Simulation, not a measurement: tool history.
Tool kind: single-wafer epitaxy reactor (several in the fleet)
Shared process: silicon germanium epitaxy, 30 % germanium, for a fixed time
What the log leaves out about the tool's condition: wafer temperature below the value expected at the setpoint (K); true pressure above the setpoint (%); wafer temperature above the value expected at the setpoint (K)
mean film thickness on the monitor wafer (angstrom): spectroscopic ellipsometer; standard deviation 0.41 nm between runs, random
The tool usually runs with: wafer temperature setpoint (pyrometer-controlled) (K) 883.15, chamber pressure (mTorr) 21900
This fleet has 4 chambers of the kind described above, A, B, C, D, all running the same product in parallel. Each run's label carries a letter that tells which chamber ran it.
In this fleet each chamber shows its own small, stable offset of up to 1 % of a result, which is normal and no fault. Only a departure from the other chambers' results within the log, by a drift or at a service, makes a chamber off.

run   hour  wafer temperature setpoint (pyrometer-controlled) (K)  chamber pressure (mTorr)  hours since the last pyrometer calibration  hours since the last manometer calibration  read-back reference wafer on the same gauge, thickness_nm  mean film thickness on the monitor wafer (angstrom)
 1A    4.8                                                 883.15                     21900                                        20.4                                       716.7                                                     81.084                                               735.33
 2D     12                                                 883.15                     21900                                      1245.1                                      1160.8                                                     81.124                                               733.31
 3C   18.2                                                 883.15                     21900                                      1156.9                                       635.4                                                     81.227                                               729.73
 4B   22.7                                                 883.15                     21900                                      1937.5                                      2038.3                                                     81.158                                               732.03
 5D   27.3                                                 869.15                     19700                                      1260.4                                      1176.1                                                     81.018                                                540.2
 6A   31.3                                                 869.15                     19700                                        46.9                                       743.2                                                      81.04                                               543.71
 7C   37.4                                                 869.15                     19700                                      1176.1                                       654.6                                                     80.994                                               540.79
 8B   41.2                                                 869.15                     19700                                        1956                                      2056.8                                                     81.097                                               545.79
 9C   47.6                                                 883.15                     21900                                      1186.3                                       664.8                                                     81.044                                               731.06
10A   51.1                                                 883.15                     21900                                        66.7                                         763                                                     81.094                                               734.16
11D   57.9                                                 883.15                     21900                                        1291                                      1206.7                                                     81.031                                               730.59
12B   61.9                                                 883.15                     21900                                      1976.7                                      2077.5                                                     81.079                                                732.1
13C   66.3                                                 883.15                     21900                                        1205                                       683.5                                                     80.997                                               733.18
14B   69.9                                                 874.15                     21900                                      1984.7                                      2085.5                                                      81.13                                               622.55
15D   75.8                                                 874.15                     21900                                      1308.9                                      1224.6                                                     80.999                                               615.43
      77.9  -- chamber B: pyrometer calibrated
16A   81.4                                                 874.15                     21900                                          97                                       793.3                                                     81.064                                               617.13
17A   87.5                                                 874.15                     21900                                       103.1                                       799.4                                                     81.093                                               618.35
18D   92.4                                                 883.15                     21900                                      1325.5                                      1241.2                                                      80.95                                                733.7
19C   96.7                                                 883.15                     21900                                      1235.4                                       713.9                                                     81.126                                                735.7
20B    103                                                 883.15                     21900                                        25.2                                      2118.6                                                     81.089                                               693.92
21A  110.6                                                 874.15                     21900                                       126.2                                       822.5                                                     81.135                                               620.77
22D  116.9                                                 874.15                     21900                                        1350                                      1265.7                                                     80.996                                               616.66
23C  121.4                                                 874.15                     21900                                      1260.1                                       738.6                                                     81.085                                               622.23
24B  124.9                                                 874.15                     21900                                        47.1                                      2140.5                                                     81.066                                               599.05
     129.2  -- chamber D: pyrometer calibrated
25B    132                                                 883.15                     21900                                        54.2                                      2147.6                                                     81.106                                               690.84
26C  138.5                                                 883.15                     21900                                      1277.2                                       755.7                                                     81.127                                               738.42
27A  142.2                                                 883.15                     21900                                       157.8                                       854.1                                                     81.187                                               728.77
28D  147.1                                                 883.15                     21900                                          18                                      1295.9                                                     81.024                                               728.23
29B  153.3                                                 883.15                     21900                                        75.5                                      2168.9                                                      81.12                                               698.39
30A  159.5                                                 883.15                     21900                                       175.1                                       871.4                                                     81.216                                               732.13
31C  165.4                                                 883.15                     21900                                      1304.1                                       782.6                                                     81.171                                               726.71
32D  172.6                                                 883.15                     21900                                        43.5                                      1321.4                                                     81.049                                               732.96
33D    179                                                 883.15                     21900                                        49.9                                      1327.8                                                     81.041                                               732.66
34C  182.8                                                 883.15                     21900                                      1321.5                                         800                                                     81.116                                               736.17
35B  188.7                                                 883.15                     21900                                       110.9                                      2204.3                                                     81.067                                               700.77
36A    195                                                 883.15                     21900                                       210.6                                       906.9                                                     81.015                                               729.74
     197.4  -- chamber B: capacitance manometer re-zeroed and calibrated
37A  202.6                                                 883.15                     21900                                       218.2                                       914.5                                                     81.208                                               735.85
38D  209.3                                                 883.15                     21900                                        80.2                                      1358.1                                                     81.042                                               730.51
39B    213                                                 878.15                     21900                                       135.2                                        15.6                                                     81.167                                               636.02
40C  217.7                                                 878.15                     21900                                      1356.4                                       834.9                                                     81.112                                                671.3
41A  224.5                                                 878.15                     21900                                       240.1                                       936.4                                                     81.038                                               671.65
42B  229.2                                                 878.15                     21900                                       151.4                                        31.8                                                      81.18                                                636.8
43D  236.3                                                 883.15                     24100                                       107.2                                      1385.1                                                     81.216                                               752.75

All chambers now run identical settings, listed one chamber a line with results as question marks. What results will each chamber show?
44A  241.9                                                 883.15                     21900                                                                                                                                                                                                       ?
44B  241.9                                                 883.15                     21900                                                                                                                                                                                                       ?
44C  241.9                                                 883.15                     21900                                                                                                                                                                                                       ?
44D  241.9                                                 883.15                     21900                                                                                                                                                                                                       ?

run  mean film thickness on the monitor wafer (angstrom)
44A                                               738.24
44B                                               691.76
44C                                               731.95
44D                                               733.96
